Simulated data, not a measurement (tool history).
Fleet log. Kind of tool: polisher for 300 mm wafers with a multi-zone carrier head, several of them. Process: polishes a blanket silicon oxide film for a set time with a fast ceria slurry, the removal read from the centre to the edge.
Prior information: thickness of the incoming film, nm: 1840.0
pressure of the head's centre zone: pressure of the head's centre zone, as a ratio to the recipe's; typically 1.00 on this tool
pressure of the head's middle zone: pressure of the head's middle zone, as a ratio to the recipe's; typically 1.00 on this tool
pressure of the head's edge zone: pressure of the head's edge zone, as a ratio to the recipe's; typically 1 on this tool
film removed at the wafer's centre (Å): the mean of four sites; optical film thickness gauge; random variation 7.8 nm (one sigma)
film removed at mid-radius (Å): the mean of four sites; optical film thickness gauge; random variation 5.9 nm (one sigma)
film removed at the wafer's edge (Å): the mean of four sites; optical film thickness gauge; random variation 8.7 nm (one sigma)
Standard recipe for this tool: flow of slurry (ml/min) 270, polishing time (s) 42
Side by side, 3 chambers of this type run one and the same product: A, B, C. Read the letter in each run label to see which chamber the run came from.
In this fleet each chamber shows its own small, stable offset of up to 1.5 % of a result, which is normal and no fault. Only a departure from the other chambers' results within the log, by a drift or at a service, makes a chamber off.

run   hour  flow of slurry (ml/min)  pressure of the head's centre zone  pressure of the head's middle zone  pressure of the head's edge zone  polishing time (s)  wafers polished on this pad  hours since the slurry nozzle was cleaned  hours since the centre zone pressure was calibrated  hours since the edge zone pressure was calibrated  film removed at the wafer's centre (Å)  film removed at mid-radius (Å)  film removed at the wafer's edge (Å)
 1A   13.6                      270                                1.00                                1.00                                 1                  42                          862                                      162.6                                                749.0                                               60.0                                  7852.0                          7750.7                                7698.4
      16.0  -- chamber C: worn pad replaced by a new one
 2B   20.7                      270                                1.00                                1.00                                 1                  42                         1159                                       94.1                                                553.0                                              159.6                                  7841.6                          7767.6                                7638.0
      24.1  -- chamber B: worn pad replaced by a new one
 3C   34.5                      270                                1.00                                1.00                                 1                  42                          304                                       67.1                                                431.1                                              142.4                                  7950.1                          7732.6                                7768.3
      38.6  -- chamber A: worn pad replaced by a new one
 4A   43.8                      270                                1.00                                1.00                                 1                  42                           86                                      192.8                                                779.2                                               90.2                                  7900.7                          7947.7                                7830.8
 5B   52.6                      270                                1.00                                1.00                                 1                  42                          467                                      126.0                                                584.9                                              191.5                                  7655.5                          7756.7                                7891.4
 6C   63.9                      270                                1.00                                1.00                                 1                  42                          786                                       96.5                                                460.5                                              171.8                                  7901.2                          7796.8                                7710.6
 7A   76.1                      270                                1.00                                1.00                                 1                  42                          615                                      225.1                                                811.5                                              122.5                                  7836.8                          7790.3                                7956.4
 8C   88.5                      270                                1.00                                1.00                                 1                  42                         1189                                      121.1                                                485.1                                              196.4                                  7835.2                          7688.1                                7715.2
 9B   97.9                      190                                1.00                                1.00                                 1                  42                         1209                                      171.3                                                630.2                                              236.8                                  7253.8                          7399.4                                7321.4
     102.2  -- chamber C: worn pad replaced by a new one
10B  107.0                      190                                1.00                                1.00                                 1                  42                         1358                                      180.4                                                639.3                                              245.9                                  7382.8                          7550.6                                7317.7
     111.7  -- chamber B: worn pad replaced by a new one
     114.5  -- chamber A: worn pad replaced by a new one
11C  117.7                      190                                1.00                                1.00                                 1                  42                          254                                      150.3                                                514.3                                              225.6                                  7457.6                          7475.1                                7435.1
12A  129.7                      270                                1.00                                1.00                                 1                  42                          249                                      278.7                                                865.1                                              176.1                                  7891.1                          7821.4                                7807.2
13C  139.2                      270                                1.00                                1.00                                 1                  42                          607                                      171.8                                                535.8                                              247.1                                  7654.0                          7719.7                                7646.6
14B  149.5                      345                                0.92                                1.00                                 1                  42                          619                                      222.9                                                681.8                                              288.4                                  7276.2                          7951.2                                7868.9
15A  163.7                      345                                0.92                                1.00                                 1                  42                          805                                      312.7                                                899.1                                              210.1                                  7341.7                          7929.4                                8060.5
16C  177.6                      345                                0.92                                1.00                                 1                  42                         1236                                      210.2                                                574.2                                              285.5                                  7305.8                          7837.2                                7925.7
17B  185.4                      270                                1.00                                1.00                                 1                  42                         1207                                      258.8                                                717.7                                              324.3                                  7662.9                          7774.0                                7728.0
     189.6  -- chamber A: worn pad replaced by a new one
18A  194.4                      270                                1.09                                0.88                                 1                  42                           78                                      343.4                                                929.8                                              240.8                                  8704.5                          6871.3                                7878.7
     198.3  -- chamber C: worn pad replaced by a new one
19C  201.0                      270                                1.09                                0.88                                 1                  42                           45                                      233.6                                                597.6                                              308.9                                  8591.0                          6908.7                                7806.3
     204.3  -- chamber A: centre zone pressure recalibrated
     205.3  -- chamber B: worn pad replaced by a new one
20B  210.4                      270                                1.09                                0.88                                 1                  42                           84                                      283.8                                                742.7                                              349.3                                  8457.9                          6985.1                                7630.6
     215.1  -- chamber B: slurry nozzle cleaned
21A  218.0                      270                                1.00                                1.00                                 1                  42                          465                                      367.0                                                 13.7                                              264.4                                  7972.7                          7801.0                                7787.3
22A  232.4                      205                                0.91                                1.00                                 1                  42                          701                                      381.4                                                 28.1                                              278.8                                  6778.7                          7585.7                                7791.7
23C  240.0                      205                                0.91                                1.00                                 1                  42                          683                                      272.6                                                636.6                                              347.9                                  6891.2                          7411.9                                7649.8
     245.2  -- chamber C: edge zone pressure recalibrated
24B  251.1                      205                                0.91                                1.00                                 1                  42                          751                                       36.1                                                783.4                                              390.0                                  6839.4                          7681.7                                7625.0
25C  257.6                      270                                1.00                                1.00                                 1                  42                          972                                      290.2                                                654.2                                               12.5                                  7796.7                          7766.1                                7848.5
     258.8  -- chamber B: centre zone pressure recalibrated
26A  265.3                      270                                1.00                                1.00                                 1                  42                         1240                                      414.3                                                 61.0                                              311.7                                  7804.4                          7923.0                                7633.5
     273.2  -- chamber A: worn pad replaced by a new one
27B  280.2                      270                                1.00                                1.00                                 1                  42                         1227                                       65.2                                                 21.5                                              419.1                                  7885.7                          7830.9                                7727.4
     281.3  -- chamber C: worn pad replaced by a new one
28A  288.9                      270                                1.00                                1.00                                 1                  42                          258                                      437.9                                                 84.6                                              335.3                                  7798.2                          7940.2                                7853.6
29B  297.6                      270                                0.94                                1.00                                 1                  42                         1512                                       82.6                                                 38.9                                              436.5                                  7292.0                          7835.3                                7797.9
     299.8  -- chamber B: worn pad replaced by a new one
30C  306.8                      270                                0.94                                1.00                                 1                  42                          418                                      339.4                                                703.4                                               61.7                                  7525.5                          7731.2                                7706.5
31B  317.0                      270                                0.94                                1.00                                 1                  42                          282                                      102.0                                                 58.3                                              455.9                                  7231.8                          7778.5                                7845.2
32A  331.3                      270                                1.00                                1.00                                 1                  54                          952                                      480.3                                                127.0                                              377.7                                 10071.0                         10093.0                               10215.0
     345.0  -- chamber A: worn pad replaced by a new one
33C  345.3                      270                                1.00                                1.00                                 1                  54                         1048                                      377.9                                                741.9                                              100.2                                 10600.0                          9995.8                                9890.8
34C  352.0                      270                                1.00                                1.00                                 1                  54                         1158                                      384.6                                                748.6                                              106.9                                 10621.0                          9966.4                                9907.7
35B  367.0                      270                                1.00                                1.00                                 1                  42                         1101                                      152.0                                                108.3                                              505.9                                  7742.2                          7738.9                                7602.5
36A  376.5                      270                                1.00                                1.00                                 1                  42                          517                                      525.5                                                172.2                                              422.9                                  7816.4                          7811.6                                7932.6
     377.8  -- chamber C: worn pad replaced by a new one
37C  387.4                      270                                1.00                                1.00                                 1                  42                          157                                      420.0                                                784.0                                              142.3                                  8203.9                          7729.9                                7632.7
     387.7  -- chamber B: worn pad replaced by a new one
38B  394.2                      270                                1.00                                1.00                                 1                  42                          107                                      179.2                                                135.5                                              533.1                                  7738.2                          7834.4                                7658.4
39A  406.8                      355                                1.00                                1.00                                 1                  42                         1013                                      555.8                                                202.5                                              453.2                                  8091.0                          7929.4                                7973.0
40C  413.7                      355                                1.00                                1.00                                 1                  42                          588                                      446.3                                                810.3                                              168.6                                  8467.6                          7943.3                                7810.5
41B  420.9                      355                                1.00                                1.00                                 1                  42                          544                                      205.9                                                162.2                                              559.8                                  7995.7                          8085.3                                7755.8

Next, every chamber runs the same settings. What will each give?
42A  431.7                      270                                1.00                                1.00                                 1                  42                                                                                                                                                                                                                       ?                               ?                                     ?
42B  431.7                      270                                1.00                                1.00                                 1                  42                                                                                                                                                                                                                       ?                               ?                                     ?
42C  431.7                      270                                1.00                                1.00                                 1                  42                                                                                                                                                                                                                       ?                               ?                                     ?

run  film removed at the wafer's centre (Å)  film removed at mid-radius (Å)  film removed at the wafer's edge (Å)
42A                                  7833.9                          7809.8                                7837.1
42B                                  7681.5                          7901.5                                7833.7
42C                                  8282.9                          7631.9                                7658.3

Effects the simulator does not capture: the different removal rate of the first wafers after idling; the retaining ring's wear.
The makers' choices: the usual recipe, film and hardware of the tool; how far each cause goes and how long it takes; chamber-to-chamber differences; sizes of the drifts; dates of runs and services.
